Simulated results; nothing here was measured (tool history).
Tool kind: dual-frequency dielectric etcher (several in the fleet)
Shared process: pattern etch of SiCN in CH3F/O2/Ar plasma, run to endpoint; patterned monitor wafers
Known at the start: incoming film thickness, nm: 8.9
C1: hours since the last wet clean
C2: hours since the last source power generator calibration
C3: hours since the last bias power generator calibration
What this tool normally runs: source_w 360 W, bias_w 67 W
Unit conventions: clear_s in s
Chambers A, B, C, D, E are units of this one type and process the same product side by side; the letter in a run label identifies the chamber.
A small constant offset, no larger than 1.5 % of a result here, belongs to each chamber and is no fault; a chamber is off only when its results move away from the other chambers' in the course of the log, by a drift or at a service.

{"run": "1A", "hour": 5.0, "source_w": 360, "bias_w": 67, "C1": 55.6, "C2": 1172.4, "C3": 4670, "clear_s": 25.713}
{"run": "2C", "hour": 14.3, "source_w": 360, "bias_w": 67, "C1": 498.9, "C2": 2177.8, "C3": 1240.8, "clear_s": 25.106}
{"run": "3B", "hour": 19.3, "source_w": 360, "bias_w": 67, "C1": 383.3, "C2": 2285.5, "C3": 1893.4, "clear_s": 25.415}
{"run": "4D", "hour": 26.7, "source_w": 360, "bias_w": 67, "C1": 526.9, "C2": 2357.2, "C3": 867, "clear_s": 25.019}
{"hour": 29.2, "done": "chamber C: wet clean of the chamber"}
{"run": "5E", "hour": 34.1, "source_w": 360, "bias_w": 67, "C1": 405.7, "C2": 3344.6, "C3": 745.3, "clear_s": 25.169}
{"run": "6D", "hour": 38.7, "source_w": 360, "bias_w": 67, "C1": 538.9, "C2": 2369.2, "C3": 879, "clear_s": 25.196}
{"run": "7C", "hour": 43.5, "source_w": 420, "bias_w": 80, "C1": 14.4, "C2": 2207, "C3": 1270, "clear_s": 22.159}
{"run": "8E", "hour": 52.2, "source_w": 420, "bias_w": 80, "C1": 423.8, "C2": 3362.7, "C3": 763.4, "clear_s": 22.447}
{"run": "9A", "hour": 59.5, "source_w": 420, "bias_w": 80, "C1": 110.1, "C2": 1226.9, "C3": 4724.5, "clear_s": 22.815}
{"hour": 63.4, "done": "chamber B: wet clean of the chamber"}
{"run": "10B", "hour": 68.8, "source_w": 420, "bias_w": 80, "C1": 5.5, "C2": 2335, "C3": 1942.9, "clear_s": 22.369}
{"run": "11B", "hour": 74.7, "source_w": 420, "bias_w": 80, "C1": 11.4, "C2": 2340.9, "C3": 1948.8, "clear_s": 22.27}
{"run": "12E", "hour": 82.1, "source_w": 360, "bias_w": 67, "C1": 453.7, "C2": 3392.6, "C3": 793.3, "clear_s": 25.236}
{"run": "13D", "hour": 90.5, "source_w": 360, "bias_w": 67, "C1": 590.7, "C2": 2421, "C3": 930.8, "clear_s": 24.778}
{"run": "14C", "hour": 99.5, "source_w": 360, "bias_w": 67, "C1": 70.4, "C2": 2263, "C3": 1326, "clear_s": 25.031}
{"run": "15A", "hour": 109.6, "source_w": 360, "bias_w": 67, "C1": 160.2, "C2": 1277, "C3": 4774.6, "clear_s": 25.649}
{"run": "16D", "hour": 115.7, "source_w": 360, "bias_w": 67, "C1": 615.9, "C2": 2446.2, "C3": 956, "clear_s": 25.281}
{"hour": 119.8, "done": "chamber D: wet clean of the chamber"}
{"run": "17A", "hour": 125.8, "source_w": 360, "bias_w": 67, "C1": 176.4, "C2": 1293.2, "C3": 4790.8, "clear_s": 25.628}
{"run": "18E", "hour": 135.2, "source_w": 360, "bias_w": 67, "C1": 506.8, "C2": 3445.7, "C3": 846.4, "clear_s": 25.491}
{"run": "19C", "hour": 140.4, "source_w": 360, "bias_w": 80, "C1": 111.3, "C2": 2303.9, "C3": 1366.9, "clear_s": 23.725}
{"run": "20B", "hour": 150.0, "source_w": 360, "bias_w": 80, "C1": 86.7, "C2": 2416.2, "C3": 2024.1, "clear_s": 23.947}
{"run": "21C", "hour": 154.8, "source_w": 360, "bias_w": 80, "C1": 125.7, "C2": 2318.3, "C3": 1381.3, "clear_s": 23.738}
{"run": "22A", "hour": 164.1, "source_w": 360, "bias_w": 80, "C1": 214.7, "C2": 1331.5, "C3": 4829.1, "clear_s": 24.092}
{"run": "23B", "hour": 168.5, "source_w": 360, "bias_w": 80, "C1": 105.2, "C2": 2434.7, "C3": 2042.6, "clear_s": 23.927}
{"run": "24E", "hour": 174.5, "source_w": 390, "bias_w": 51, "C1": 546.1, "C2": 3485, "C3": 885.7, "clear_s": 26.834}
{"run": "25D", "hour": 179.3, "source_w": 390, "bias_w": 51, "C1": 59.5, "C2": 2509.8, "C3": 1019.6, "clear_s": 27.039}
{"run": "26C", "hour": 183.8, "source_w": 390, "bias_w": 51, "C1": 154.7, "C2": 2347.3, "C3": 1410.3, "clear_s": 26.863}
{"run": "27D", "hour": 192.5, "source_w": 390, "bias_w": 51, "C1": 72.7, "C2": 2523, "C3": 1032.8, "clear_s": 26.701}
{"run": "28E", "hour": 199.1, "source_w": 390, "bias_w": 51, "C1": 570.7, "C2": 3509.6, "C3": 910.3, "clear_s": 26.885}
{"run": "29B", "hour": 208.0, "source_w": 360, "bias_w": 67, "C1": 144.7, "C2": 2474.2, "C3": 2082.1, "clear_s": 25.239}
{"run": "30A", "hour": 216.2, "source_w": 360, "bias_w": 67, "C1": 266.8, "C2": 1383.6, "C3": 4881.2, "clear_s": 25.472}

What goes on in this fleet: one chamber off, a drifting gauge, or nothing beyond the chambers' own small offsets? Name the chamber and the cause, if any.

Neither any chamber nor the gauge drifts; the chambers differ only by their own small, steady offsets.
